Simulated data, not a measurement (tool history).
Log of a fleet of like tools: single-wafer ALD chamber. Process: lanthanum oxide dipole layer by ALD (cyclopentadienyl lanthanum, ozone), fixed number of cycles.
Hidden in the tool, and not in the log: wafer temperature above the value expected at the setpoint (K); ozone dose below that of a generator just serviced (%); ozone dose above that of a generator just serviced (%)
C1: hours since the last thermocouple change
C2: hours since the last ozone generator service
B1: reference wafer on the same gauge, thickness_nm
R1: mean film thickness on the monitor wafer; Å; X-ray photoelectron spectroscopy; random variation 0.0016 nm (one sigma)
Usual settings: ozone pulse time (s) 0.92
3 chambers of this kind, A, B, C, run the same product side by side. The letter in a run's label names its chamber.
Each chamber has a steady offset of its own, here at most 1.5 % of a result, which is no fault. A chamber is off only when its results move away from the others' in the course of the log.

run 1C hour=7.2 | ozone_pulse_time_(s)=0.92 | C1=1360.4 C2=991.6 | B1=0.47300 | R1=4.8572
run 2A hour=13.1 | ozone_pulse_time_(s)=0.92 | C1=742.0 C2=516.4 | B1=0.47299 | R1=4.8036
run 3B hour=24.7 | ozone_pulse_time_(s)=0.92 | C1=847.8 C2=847.8 | B1=0.47260 | R1=4.7955
run 4B hour=34.4 | ozone_pulse_time_(s)=0.92 | C1=857.5 C2=857.5 | B1=0.47271 | R1=4.7833
run 5A hour=42.9 | ozone_pulse_time_(s)=0.92 | C1=771.8 C2=546.2 | B1=0.47258 | R1=4.8278
run 6C hour=54.7 | ozone_pulse_time_(s)=0.92 | C1=1407.9 C2=1039.1 | B1=0.47297 | R1=4.8328
run 7B hour=66.2 | ozone_pulse_time_(s)=0.92 | C1=889.3 C2=889.3 | B1=0.47281 | R1=4.8070
run 8C hour=74.9 | ozone_pulse_time_(s)=0.92 | C1=1428.1 C2=1059.3 | B1=0.47296 | R1=4.8451
-- hour=77.7 chamber C: ozone generator serviced
run 9A hour=85.8 | ozone_pulse_time_(s)=0.92 | C1=814.7 C2=589.1 | B1=0.47309 | R1=4.7935
-- hour=92.5 chamber B: ozone generator serviced
run 10B hour=93.9 | ozone_pulse_time_(s)=0.92 | C1=917.0 C2=1.5 | B1=0.47297 | R1=4.8307
run 11C hour=100.7 | ozone_pulse_time_(s)=1.09 | C1=1453.9 C2=23.1 | B1=0.47308 | R1=5.1457
run 12A hour=110.1 | ozone_pulse_time_(s)=1.09 | C1=839.0 C2=613.4 | B1=0.47279 | R1=5.0674
run 13B hour=117.2 | ozone_pulse_time_(s)=1.09 | C1=940.3 C2=24.8 | B1=0.47253 | R1=5.0822
run 14A hour=124.8 | ozone_pulse_time_(s)=0.92 | C1=853.7 C2=628.1 | B1=0.47291 | R1=4.7953
run 15C hour=138.0 | ozone_pulse_time_(s)=0.92 | C1=1491.2 C2=60.4 | B1=0.47274 | R1=4.8612
run 16C hour=145.5 | ozone_pulse_time_(s)=0.92 | C1=1498.7 C2=67.9 | B1=0.47280 | R1=4.8699
run 17B hour=156.0 | ozone_pulse_time_(s)=0.62 | C1=979.1 C2=63.6 | B1=0.47308 | R1=4.0652
run 18A hour=162.2 | ozone_pulse_time_(s)=0.62 | C1=891.1 C2=665.5 | B1=0.47265 | R1=4.0302
run 19A hour=168.9 | ozone_pulse_time_(s)=0.62 | C1=897.8 C2=672.2 | B1=0.47336 | R1=4.0267
run 20C hour=176.8 | ozone_pulse_time_(s)=0.92 | C1=1530.0 C2=99.2 | B1=0.47301 | R1=4.8510
run 21B hour=184.4 | ozone_pulse_time_(s)=0.70 | C1=1007.5 C2=92.0 | B1=0.47307 | R1=4.3145
run 22B hour=196.6 | ozone_pulse_time_(s)=0.70 | C1=1019.7 C2=104.2 | B1=0.47268 | R1=4.2951
run 23C hour=209.4 | ozone_pulse_time_(s)=0.70 | C1=1562.6 C2=131.8 | B1=0.47267 | R1=4.3693
run 24A hour=221.1 | ozone_pulse_time_(s)=0.92 | C1=950.0 C2=724.4 | B1=0.47263 | R1=4.7631
run 25B hour=230.1 | ozone_pulse_time_(s)=1.14 | C1=1053.2 C2=137.7 | B1=0.47293 | R1=5.1359
-- hour=232.7 chamber B: thermocouple changed; heater temperature recalibrated
run 26A hour=243.0 | ozone_pulse_time_(s)=1.14 | C1=971.9 C2=746.3 | B1=0.47292 | R1=5.0675
run 27C hour=250.6 | ozone_pulse_time_(s)=1.14 | C1=1603.8 C2=173.0 | B1=0.47284 | R1=5.1667
run 28A hour=261.0 | ozone_pulse_time_(s)=0.92 | C1=989.9 C2=764.3 | B1=0.47271 | R1=4.7163
run 29C hour=267.3 | ozone_pulse_time_(s)=0.92 | C1=1620.5 C2=189.7 | B1=0.47298 | R1=4.8454
run 30B hour=279.1 | ozone_pulse_time_(s)=0.92 | C1=46.4 C2=186.7 | B1=0.47316 | R1=4.8017
run 31A hour=288.2 | ozone_pulse_time_(s)=0.92 | C1=1017.1 C2=791.5 | B1=0.47278 | R1=4.7450
run 32C hour=297.7 | ozone_pulse_time_(s)=0.92 | C1=1650.9 C2=220.1 | B1=0.47353 | R1=4.8267
run 33B hour=308.9 | ozone_pulse_time_(s)=0.92 | C1=76.2 C2=216.5 | B1=0.47262 | R1=4.8018
run 34B hour=321.0 | ozone_pulse_time_(s)=0.92 | C1=88.3 C2=228.6 | B1=0.47290 | R1=4.8237

All 3 chambers run these settings next. Forecast each chamber's results:
run 35A hour=330.4 | ozone_pulse_time_(s)=0.92 | R1=?
run 35B hour=330.4 | ozone_pulse_time_(s)=0.92 | R1=?
run 35C hour=330.4 | ozone_pulse_time_(s)=0.92 | R1=?

run=35A R1=4.7065
run=35B R1=4.8053
run=35C R1=4.8594
